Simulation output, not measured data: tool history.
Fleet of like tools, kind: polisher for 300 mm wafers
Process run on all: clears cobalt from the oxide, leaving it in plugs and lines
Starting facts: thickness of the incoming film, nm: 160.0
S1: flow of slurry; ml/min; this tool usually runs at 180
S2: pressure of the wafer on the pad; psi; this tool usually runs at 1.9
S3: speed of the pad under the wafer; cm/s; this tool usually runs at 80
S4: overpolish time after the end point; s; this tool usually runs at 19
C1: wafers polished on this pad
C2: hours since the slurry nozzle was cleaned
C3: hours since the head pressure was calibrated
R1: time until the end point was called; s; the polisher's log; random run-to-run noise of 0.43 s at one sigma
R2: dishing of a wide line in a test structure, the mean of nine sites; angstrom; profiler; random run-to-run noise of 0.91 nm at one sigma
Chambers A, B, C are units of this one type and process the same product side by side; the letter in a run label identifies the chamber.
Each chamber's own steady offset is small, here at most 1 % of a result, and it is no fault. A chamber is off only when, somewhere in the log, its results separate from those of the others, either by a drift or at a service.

Run 1A, hour 9.2: usual settings; C1 895; C2 57.2; C3 18.9. Result: R1 40.549 s, R2 389.23 angstrom.
Run 2C, hour 15.6: usual settings; C1 614; C2 86.7; C3 343.2. Result: R1 40.774 s, R2 405.16 angstrom.
Run 3B, hour 21.0: usual settings; C1 612; C2 293.4; C3 599.4. Result: R1 40.514 s, R2 409.37 angstrom.
Run 4A, hour 30.0: usual settings; C1 1106; C2 78.0; C3 39.7. Result: R1 40.559 s, R2 413.35 angstrom.
Run 5C, hour 39.2: usual settings; C1 854; C2 110.3; C3 366.8. Result: R1 41.004 s, R2 407.74 angstrom.
At hour 42.0: chamber C: worn pad replaced by a new one.
Run 6B, hour 48.2: usual settings; C1 888; C2 320.6; C3 626.6. Result: R1 40.619 s, R2 412.04 angstrom.
Run 7A, hour 56.9: usual settings; C1 1379; C2 104.9; C3 66.6. Result: R1 40.117 s, R2 411.28 angstrom.
At hour 61.0: chamber A: worn pad replaced by a new one.
Run 8B, hour 63.0: usual settings but S2 1.3 psi, S3 92 cm/s; C1 1038; C2 335.4; C3 641.4. Result: R1 50.877 s, R2 353.81 angstrom.
Run 9C, hour 67.2: usual settings but S2 1.3 psi, S3 92 cm/s; C1 255; C2 138.3; C3 394.8. Result: R1 51.632 s, R2 376.86 angstrom.
At hour 69.9: chamber B: worn pad replaced by a new one.
Run 10B, hour 74.4: usual settings but S2 1.3 psi, S3 92 cm/s; C1 46; C2 346.8; C3 652.8. Result: R1 50.734 s, R2 373.99 angstrom.
Run 11C, hour 79.9: usual settings; C1 384; C2 151.0; C3 407.5. Result: R1 41.134 s, R2 410.33 angstrom.
Run 12A, hour 87.5: usual settings; C1 269; C2 135.5; C3 97.2. Result: R1 41.189 s, R2 417.61 angstrom.
Run 13C, hour 92.7: usual settings but S1 125 ml/min, S3 88 cm/s; C1 514; C2 163.8; C3 420.3. Result: R1 38.445 s, R2 422.62 angstrom.
Run 14B, hour 97.8: usual settings but S1 125 ml/min, S3 88 cm/s; C1 283; C2 370.2; C3 676.2. Result: R1 39.418 s, R2 410.98 angstrom.
Run 15A, hour 104.1: usual settings but S1 125 ml/min, S3 88 cm/s; C1 437; C2 152.1; C3 113.8. Result: R1 39.271 s, R2 397.40 angstrom.
Run 16A, hour 112.5: usual settings; C1 523; C2 160.5; C3 122.2. Result: R1 39.919 s, R2 398.21 angstrom.
Run 17C, hour 117.9: usual settings; C1 770; C2 189.0; C3 445.5. Result: R1 41.347 s, R2 419.94 angstrom.
Run 18B, hour 126.4: usual settings; C1 574; C2 398.8; C3 704.8. Result: R1 40.980 s, R2 402.85 angstrom.
Run 19C, hour 131.7: usual settings; C1 910; C2 202.8; C3 459.3. Result: R1 40.843 s, R2 411.53 angstrom.
At hour 133.7: chamber C: worn pad replaced by a new one.
Run 20B, hour 140.4: usual settings; C1 716; C2 412.8; C3 718.8. Result: R1 41.586 s, R2 403.49 angstrom.
Run 21A, hour 144.6: usual settings; C1 848; C2 192.6; C3 154.3. Result: R1 39.957 s, R2 403.85 angstrom.
Run 22B, hour 149.8: usual settings; C1 811; C2 422.2; C3 728.2. Result: R1 42.362 s, R2 384.40 angstrom.
Run 23A, hour 154.0: usual settings but S2 1.7 psi, S3 96 cm/s; C1 944; C2 202.0; C3 163.7. Result: R1 38.434 s, R2 431.16 angstrom.
Run 24C, hour 158.7: usual settings but S2 1.7 psi, S3 96 cm/s; C1 254; C2 229.8; C3 486.3. Result: R1 38.206 s, R2 418.74 angstrom.
Run 25C, hour 165.2: usual settings but S2 1.7 psi, S3 96 cm/s; C1 320; C2 236.3; C3 492.8. Result: R1 38.426 s, R2 429.87 angstrom.
Run 26A, hour 170.2: usual settings; C1 1108; C2 218.2; C3 179.9. Result: R1 40.438 s, R2 418.05 angstrom.
Run 27B, hour 178.6: usual settings; C1 1104; C2 451.0; C3 757.0. Result: R1 42.851 s, R2 388.79 angstrom.
Run 28C, hour 187.2: usual settings; C1 543; C2 258.3; C3 514.8. Result: R1 40.916 s, R2 398.23 angstrom.
At hour 189.5: chamber A: worn pad replaced by a new one.
Run 29A, hour 191.6: usual settings; C1 21; C2 239.6; C3 201.3. Result: R1 40.085 s, R2 385.10 angstrom.
At hour 195.0: chamber B: worn pad replaced by a new one.
Run 30B, hour 196.2: usual settings but S2 2.2 psi; C1 12; C2 468.6; C3 774.6. Result: R1 37.561 s, R2 425.85 angstrom.
Run 31A, hour 202.6: usual settings but S2 2.2 psi; C1 133; C2 250.6; C3 212.3. Result: R1 35.073 s, R2 418.69 angstrom.
Run 32C, hour 209.4: usual settings but S2 2.2 psi; C1 769; C2 280.5; C3 537.0. Result: R1 35.278 s, R2 435.23 angstrom.
Run 33B, hour 214.4: usual settings; C1 197; C2 486.8; C3 792.8. Result: R1 44.567 s, R2 377.72 angstrom.
Run 34B, hour 223.5: usual settings; C1 289; C2 495.9; C3 801.9. Result: R1 44.549 s, R2 386.49 angstrom.
Run 35A, hour 229.1: usual settings; C1 402; C2 277.1; C3 238.8. Result: R1 40.185 s, R2 410.09 angstrom.
At hour 231.7: chamber C: worn pad replaced by a new one.
At hour 234.9: chamber A: slurry nozzle cleaned.
Run 36C, hour 237.8: usual settings; C1 62; C2 308.9; C3 565.4. Result: R1 41.268 s, R2 411.31 angstrom.
Run 37C, hour 244.3: usual settings; C1 128; C2 315.4; C3 571.9. Result: R1 40.508 s, R2 413.25 angstrom.
Run 38A, hour 248.6: usual settings; C1 600; C2 13.8; C3 258.3. Result: R1 40.296 s, R2 412.87 angstrom.
Run 39B, hour 252.8: usual settings; C1 587; C2 525.2; C3 831.2. Result: R1 45.448 s, R2 371.23 angstrom.

All 3 chambers run these settings next. Forecast each chamber's results:
Run 40A, hour 259.4: usual settings but S2 2.3 psi. Result: R1 ?, R2 ?.
Run 40B, hour 259.4: usual settings but S2 2.3 psi. Result: R1 ?, R2 ?.
Run 40C, hour 259.4: usual settings but S2 2.3 psi. Result: R1 ?, R2 ?.

run      R1      R2
40A  33.211  427.87
40B  37.359  408.63
40C  33.747  433.62
